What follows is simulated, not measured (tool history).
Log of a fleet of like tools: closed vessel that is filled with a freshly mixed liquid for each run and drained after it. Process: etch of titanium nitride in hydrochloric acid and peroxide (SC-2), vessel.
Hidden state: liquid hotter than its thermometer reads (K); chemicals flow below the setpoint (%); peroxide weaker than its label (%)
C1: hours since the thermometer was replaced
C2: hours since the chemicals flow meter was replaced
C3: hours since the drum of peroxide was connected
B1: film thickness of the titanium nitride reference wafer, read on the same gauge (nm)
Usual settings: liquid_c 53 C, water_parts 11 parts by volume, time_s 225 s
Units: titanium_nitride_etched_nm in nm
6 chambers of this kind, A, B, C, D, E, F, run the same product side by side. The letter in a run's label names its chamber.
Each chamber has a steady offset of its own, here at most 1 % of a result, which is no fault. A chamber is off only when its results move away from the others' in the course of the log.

run 1F hour=10 | liquid_c=53 water_parts=11 time_s=225 | C1=1308.5 C2=1214.7 C3=934.3 | B1=99.992 | titanium_nitride_etched_nm=4.8377
-- hour=12.2 chamber A: new drum of peroxide connected
run 2A hour=17.5 | liquid_c=53 water_parts=11 time_s=225 | C1=983.4 C2=204.9 C3=5.3 | B1=100.03 | titanium_nitride_etched_nm=4.8667
run 3E hour=28.6 | liquid_c=53 water_parts=11 time_s=225 | C1=417.4 C2=1017.1 C3=920.4 | B1=100 | titanium_nitride_etched_nm=4.8552
run 4B hour=39.1 | liquid_c=53 water_parts=11 time_s=225 | C1=1356.1 C2=1313.1 C3=475.3 | B1=99.991 | titanium_nitride_etched_nm=4.8499
run 5C hour=44.7 | liquid_c=46 water_parts=14 time_s=225 | C1=298.9 C2=149.1 C3=1104.9 | B1=100.01 | titanium_nitride_etched_nm=2.4531
run 6D hour=53 | liquid_c=46 water_parts=14 time_s=225 | C1=903.3 C2=270 C3=527.3 | B1=100 | titanium_nitride_etched_nm=2.4293
run 7D hour=64.5 | liquid_c=46 water_parts=14 time_s=225 | C1=914.8 C2=281.5 C3=538.8 | B1=100.01 | titanium_nitride_etched_nm=2.4091
-- hour=70.3 chamber E: new drum of peroxide connected
run 8B hour=73.8 | liquid_c=46 water_parts=14 time_s=225 | C1=1390.8 C2=1347.8 C3=510 | B1=100.03 | titanium_nitride_etched_nm=2.4559
run 9C hour=85.6 | liquid_c=46 water_parts=14 time_s=225 | C1=339.8 C2=190 C3=1145.8 | B1=99.997 | titanium_nitride_etched_nm=2.474
-- hour=87.6 chamber C: new drum of peroxide connected
run 10F hour=93.1 | liquid_c=46 water_parts=14 time_s=225 | C1=1391.6 C2=1297.8 C3=1017.4 | B1=99.994 | titanium_nitride_etched_nm=2.4625
run 11A hour=103.2 | liquid_c=53 water_parts=11 time_s=225 | C1=1069.1 C2=290.6 C3=91 | B1=100.01 | titanium_nitride_etched_nm=4.826
run 12E hour=114.5 | liquid_c=53 water_parts=11 time_s=225 | C1=503.3 C2=1103 C3=44.3 | B1=99.991 | titanium_nitride_etched_nm=4.8178
-- hour=119.8 chamber B: thermometer replaced
run 13B hour=126 | liquid_c=53 water_parts=11 time_s=225 | C1=6.2 C2=1400 C3=562.2 | B1=100.02 | titanium_nitride_etched_nm=4.8152
run 14D hour=137.4 | liquid_c=53 water_parts=11 time_s=225 | C1=987.7 C2=354.4 C3=611.7 | B1=99.965 | titanium_nitride_etched_nm=4.8068
-- hour=140.7 chamber F: new drum of peroxide connected
-- hour=142.2 chamber E: chemicals flow meter replaced
run 15E hour=143.1 | liquid_c=53 water_parts=11 time_s=300 | C1=531.9 C2=0.9 C3=72.9 | B1=100.02 | titanium_nitride_etched_nm=6.4529
run 16F hour=154.4 | liquid_c=53 water_parts=11 time_s=300 | C1=1452.9 C2=1359.1 C3=13.8 | B1=99.976 | titanium_nitride_etched_nm=6.4763
run 17C hour=162.7 | liquid_c=53 water_parts=11 time_s=300 | C1=416.9 C2=267.1 C3=75.2 | B1=100.01 | titanium_nitride_etched_nm=6.4098
run 18A hour=174.4 | liquid_c=53 water_parts=11 time_s=300 | C1=1140.3 C2=361.8 C3=162.2 | B1=99.983 | titanium_nitride_etched_nm=6.4991
run 19A hour=182.3 | liquid_c=53 water_parts=11 time_s=300 | C1=1148.2 C2=369.7 C3=170.1 | B1=99.995 | titanium_nitride_etched_nm=6.441
run 20E hour=192.2 | liquid_c=53 water_parts=11 time_s=300 | C1=581 C2=50 C3=122 | B1=100.01 | titanium_nitride_etched_nm=6.4591
run 21C hour=198.9 | liquid_c=53 water_parts=11 time_s=225 | C1=453.1 C2=303.3 C3=111.4 | B1=100.04 | titanium_nitride_etched_nm=4.8496
run 22F hour=207.2 | liquid_c=53 water_parts=11 time_s=225 | C1=1505.7 C2=1411.9 C3=66.6 | B1=100.02 | titanium_nitride_etched_nm=4.8345
-- hour=208.4 chamber D: chemicals flow meter replaced
run 23D hour=213.4 | liquid_c=53 water_parts=11 time_s=225 | C1=1063.7 C2=5.1 C3=687.7 | B1=100 | titanium_nitride_etched_nm=4.7934
run 24B hour=222.8 | liquid_c=53 water_parts=11 time_s=225 | C1=103 C2=1496.8 C3=659 | B1=99.991 | titanium_nitride_etched_nm=4.6758
-- hour=227.5 chamber F: thermometer replaced
run 25A hour=231.1 | liquid_c=53 water_parts=11 time_s=225 | C1=1197 C2=418.5 C3=218.9 | B1=99.985 | titanium_nitride_etched_nm=4.8499
run 26B hour=237.4 | liquid_c=53 water_parts=11 time_s=225 | C1=117.6 C2=1511.4 C3=673.6 | B1=100.03 | titanium_nitride_etched_nm=4.6784
run 27F hour=244.2 | liquid_c=53 water_parts=11 time_s=225 | C1=16.7 C2=1448.9 C3=103.6 | B1=99.939 | titanium_nitride_etched_nm=4.7792
run 28D hour=255.5 | liquid_c=53 water_parts=11 time_s=225 | C1=1105.8 C2=47.2 C3=729.8 | B1=99.991 | titanium_nitride_etched_nm=4.7743
run 29E hour=261.4 | liquid_c=53 water_parts=11 time_s=225 | C1=650.2 C2=119.2 C3=191.2 | B1=100.04 | titanium_nitride_etched_nm=4.8623
run 30C hour=267.4 | liquid_c=53 water_parts=11 time_s=225 | C1=521.6 C2=371.8 C3=179.9 | B1=99.98 | titanium_nitride_etched_nm=4.8322
run 31E hour=279.1 | liquid_c=53 water_parts=11 time_s=225 | C1=667.9 C2=136.9 C3=208.9 | B1=100 | titanium_nitride_etched_nm=4.8523
run 32A hour=285 | liquid_c=53 water_parts=11 time_s=225 | C1=1250.9 C2=472.4 C3=272.8 | B1=100 | titanium_nitride_etched_nm=4.8204
run 33C hour=295.2 | liquid_c=53 water_parts=11 time_s=225 | C1=549.4 C2=399.6 C3=207.7 | B1=100.02 | titanium_nitride_etched_nm=4.8665
run 34D hour=304.5 | liquid_c=53 water_parts=11 time_s=225 | C1=1154.8 C2=96.2 C3=778.8 | B1=99.996 | titanium_nitride_etched_nm=4.775
run 35F hour=311.8 | liquid_c=44.5 water_parts=14.5 time_s=225 | C1=84.3 C2=1516.5 C3=171.2 | B1=99.982 | titanium_nitride_etched_nm=2.1563
run 36B hour=317.1 | liquid_c=44.5 water_parts=14.5 time_s=225 | C1=197.3 C2=1591.1 C3=753.3 | B1=99.996 | titanium_nitride_etched_nm=2.0246
run 37C hour=324.2 | liquid_c=44.5 water_parts=14.5 time_s=225 | C1=578.4 C2=428.6 C3=236.7 | B1=99.958 | titanium_nitride_etched_nm=2.1518
run 38D hour=330.8 | liquid_c=44.5 water_parts=14.5 time_s=225 | C1=1181.1 C2=122.5 C3=805.1 | B1=100.03 | titanium_nitride_etched_nm=2.1095

Is one chamber off against the others, does the gauge drift, or is nothing wrong? If a chamber is off, say which, and what the likeliest cause is.

Chamber B drifts away from the others.
Cause: chemicals flow below the setpoint (%) = 7.81.
The log may not tell that from: peroxide weaker than its label (%).

Here are 4 candidates for chamber B's next run, each the usual settings with a change, their results left as question marks. Which one brings its results back in line with what the others give on the usual settings?
In line means no further than this from the other chambers' mean on the usual settings: titanium_nitride_etched_nm 0.081 nm
run 39B-1 hour=339.6 | liquid_c=53 water_parts=11 time_s=240 | titanium_nitride_etched_nm=?
run 39B-2 hour=339.6 | liquid_c=53 water_parts=11 time_s=210 | titanium_nitride_etched_nm=?
run 39B-3 hour=339.6 | liquid_c=53 water_parts=11.5 time_s=225 | titanium_nitride_etched_nm=?
run 39B-4 hour=339.6 | liquid_c=53 water_parts=10.5 time_s=225 | titanium_nitride_etched_nm=?

The other chambers' mean on the usual settings: titanium_nitride_etched_nm 4.8304 nm
run=39B-1 titanium_nitride_etched_nm=4.8294
run=39B-2 titanium_nitride_etched_nm=4.2257
run=39B-3 titanium_nitride_etched_nm=4.3556
run=39B-4 titanium_nitride_etched_nm=4.7136
39B-1 brings the chamber back in line.
